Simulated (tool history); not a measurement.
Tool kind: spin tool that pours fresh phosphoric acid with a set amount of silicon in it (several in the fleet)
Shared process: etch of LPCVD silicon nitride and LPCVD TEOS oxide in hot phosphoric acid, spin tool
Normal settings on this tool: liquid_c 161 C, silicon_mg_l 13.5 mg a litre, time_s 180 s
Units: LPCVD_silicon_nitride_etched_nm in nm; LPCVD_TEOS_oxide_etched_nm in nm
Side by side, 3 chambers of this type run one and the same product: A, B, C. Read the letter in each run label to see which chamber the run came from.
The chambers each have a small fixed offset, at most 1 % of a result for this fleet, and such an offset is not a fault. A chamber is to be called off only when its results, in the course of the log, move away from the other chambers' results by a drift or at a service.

| run | hour | liquid_c | silicon_mg_l | time_s | hours since the thermometer was replaced | hours since the dissolved silicon flow meter was replaced | hours since the heated supply line was repaired | read-back film thickness of the LPCVD silicon nitride reference wafer, read on the same gauge (nm) | read-back film thickness of the LPCVD TEOS oxide reference wafer, read on the same gauge (nm) | LPCVD_silicon_nitride_etched_nm | LPCVD_TEOS_oxide_etched_nm |
|---|---|---|---|---|---|---|---|---|---|---|---|
| 1B | 4.1 | 161 | 13.5 | 180 | 64.3 | 794.4 | 1382.5 | 40.002 | 39.973 | 13.14 | 0.4921 |
| 2A | 10.1 | 161 | 13.5 | 180 | 402.4 | 624 | 379.5 | 40.001 | 40.029 | 12.972 | 0.5284 |
| 3C | 13.5 | 161 | 13.5 | 180 | 1137.8 | 1299.4 | 1954.7 | 40.022 | 40.062 | 12.902 | 0.56002 |
| 4B | 16.3 | 161 | 13.5 | 180 | 76.5 | 806.6 | 1394.7 | 39.99 | 39.997 | 13.218 | 0.58981 |
| 5A | 19.3 | 161 | 13.5 | 180 | 411.6 | 633.2 | 388.7 | 39.987 | 40.041 | 12.964 | 0.54407 |
| 6C | 22.3 | 161 | 13.5 | 180 | 1146.6 | 1308.2 | 1963.5 | 39.995 | 39.983 | 12.934 | 0.591 |
| 7A | 28.3 | 161 | 13.5 | 180 | 420.6 | 642.2 | 397.7 | 39.999 | 40.019 | 12.985 | 0.57484 |
| 8C | 31.1 | 161 | 13.5 | 180 | 1155.4 | 1317 | 1972.3 | 39.99 | 40.001 | 12.993 | 0.56317 |
| 9B | 35.7 | 161 | 13.5 | 180 | 95.9 | 826 | 1414.1 | 40.007 | 40.008 | 13.08 | 0.5783 |
| 10A | 41.3 | 161 | 13.5 | 180 | 433.6 | 655.2 | 410.7 | 40.005 | 39.996 | 12.979 | 0.51356 |
| 11C | 46.7 | 161 | 13.5 | 180 | 1171 | 1332.6 | 1987.9 | 39.993 | 40.045 | 13.017 | 0.5106 |
| 12B | 51.5 | 161 | 13.5 | 180 | 111.7 | 841.8 | 1429.9 | 40.008 | 40.004 | 13.127 | 0.53519 |
| 13C | 55.1 | 161 | 13.5 | 180 | 1179.4 | 1341 | 1996.3 | 39.986 | 39.976 | 12.992 | 0.56021 |
| 14B | 59.5 | 161 | 13.5 | 180 | 119.7 | 849.8 | 1437.9 | 39.99 | 39.985 | 13.203 | 0.52487 |
| 15A | 63.1 | 161 | 19.5 | 85 | 455.4 | 677 | 432.5 | 39.981 | 39.994 | 6.1149 | 0.20191 |
| 16C | 66.1 | 161 | 19.5 | 85 | 1190.4 | 1352 | 2007.3 | 40.025 | 39.999 | 6.145 | 0.22301 |
| 17A | 70 | 161 | 19.5 | 85 | 462.3 | 683.9 | 439.4 | 39.976 | 39.998 | 6.1234 | 0.25806 |
| 18B | 73.4 | 158.5 | 13.5 | 180 | 133.6 | 863.7 | 1451.8 | 39.976 | 40.007 | 12.108 | 0.52321 |
| 19C | 78.7 | 158.5 | 13.5 | 180 | 1203 | 1364.6 | 2019.9 | 39.976 | 39.983 | 11.908 | 0.45014 |
| 20A | 83.4 | 158.5 | 13.5 | 180 | 475.7 | 697.3 | 452.8 | 40.008 | 40.029 | 11.977 | 0.40147 |
| 21B | 87.4 | 161 | 13.5 | 180 | 147.6 | 877.7 | 1465.8 | 39.99 | 39.969 | 13.092 | 0.56746 |
| 22C | 92.9 | 161 | 13.5 | 180 | 1217.2 | 1378.8 | 2034.1 | 39.994 | 39.994 | 13.013 | 0.6423 |
| 23B | 97.2 | 161 | 13.5 | 180 | 157.4 | 887.5 | 1475.6 | 40.008 | 39.992 | 13.037 | 0.5775 |
| 24A | 100 | 161 | 13.5 | 180 | 492.3 | 713.9 | 469.4 | 40.001 | 40.024 | 12.994 | 0.6213 |
| 25B | 103.1 | 161 | 13.5 | 180 | 163.3 | 893.4 | 1481.5 | 40.002 | 39.998 | 13.137 | 0.60029 |
| 26A | 107.3 | 161 | 13.5 | 180 | 499.6 | 721.2 | 476.7 | 39.989 | 40.031 | 12.951 | 0.5389 |
| 27C | 111.4 | 161 | 13.5 | 180 | 1235.7 | 1397.3 | 2052.6 | 40.03 | 40.002 | 12.982 | 0.53044 |
| 28B | 115.4 | 158.5 | 13.5 | 100 | 175.6 | 905.7 | 1493.8 | 40.021 | 39.995 | 6.6686 | 0.25937 |
|  | 119.2 | chamber C: thermometer replaced |
| 29A | 120.1 | 158.5 | 13.5 | 100 | 512.4 | 734 | 489.5 | 40.001 | 39.971 | 6.6272 | 0.25539 |
| 30C | 124.4 | 158.5 | 13.5 | 100 | 5.2 | 1410.3 | 2065.6 | 39.998 | 39.994 | 6.6469 | 0.28843 |
| 31A | 129.3 | 161 | 13.5 | 180 | 521.6 | 743.2 | 498.7 | 40.024 | 40.035 | 12.992 | 0.51832 |
| 32B | 133.5 | 161 | 13.5 | 180 | 193.7 | 923.8 | 1511.9 | 39.995 | 40.032 | 13.103 | 0.51341 |

Predict what each chamber gives when all 3 of them run the settings below next.
| 33A | 138 | 161 | 23.5 | 180 |  |  |  |  |  | ? | ? |
| 33B | 138 | 161 | 23.5 | 180 |  |  |  |  |  | ? | ? |
| 33C | 138 | 161 | 23.5 | 180 |  |  |  |  |  | ? | ? |

| run | LPCVD_silicon_nitride_etched_nm | LPCVD_TEOS_oxide_etched_nm |
|---|---|---|
| 33A | 12.973 | 0.41969 |
| 33B | 13.094 | 0.45904 |
| 33C | 12.917 | 0.39126 |

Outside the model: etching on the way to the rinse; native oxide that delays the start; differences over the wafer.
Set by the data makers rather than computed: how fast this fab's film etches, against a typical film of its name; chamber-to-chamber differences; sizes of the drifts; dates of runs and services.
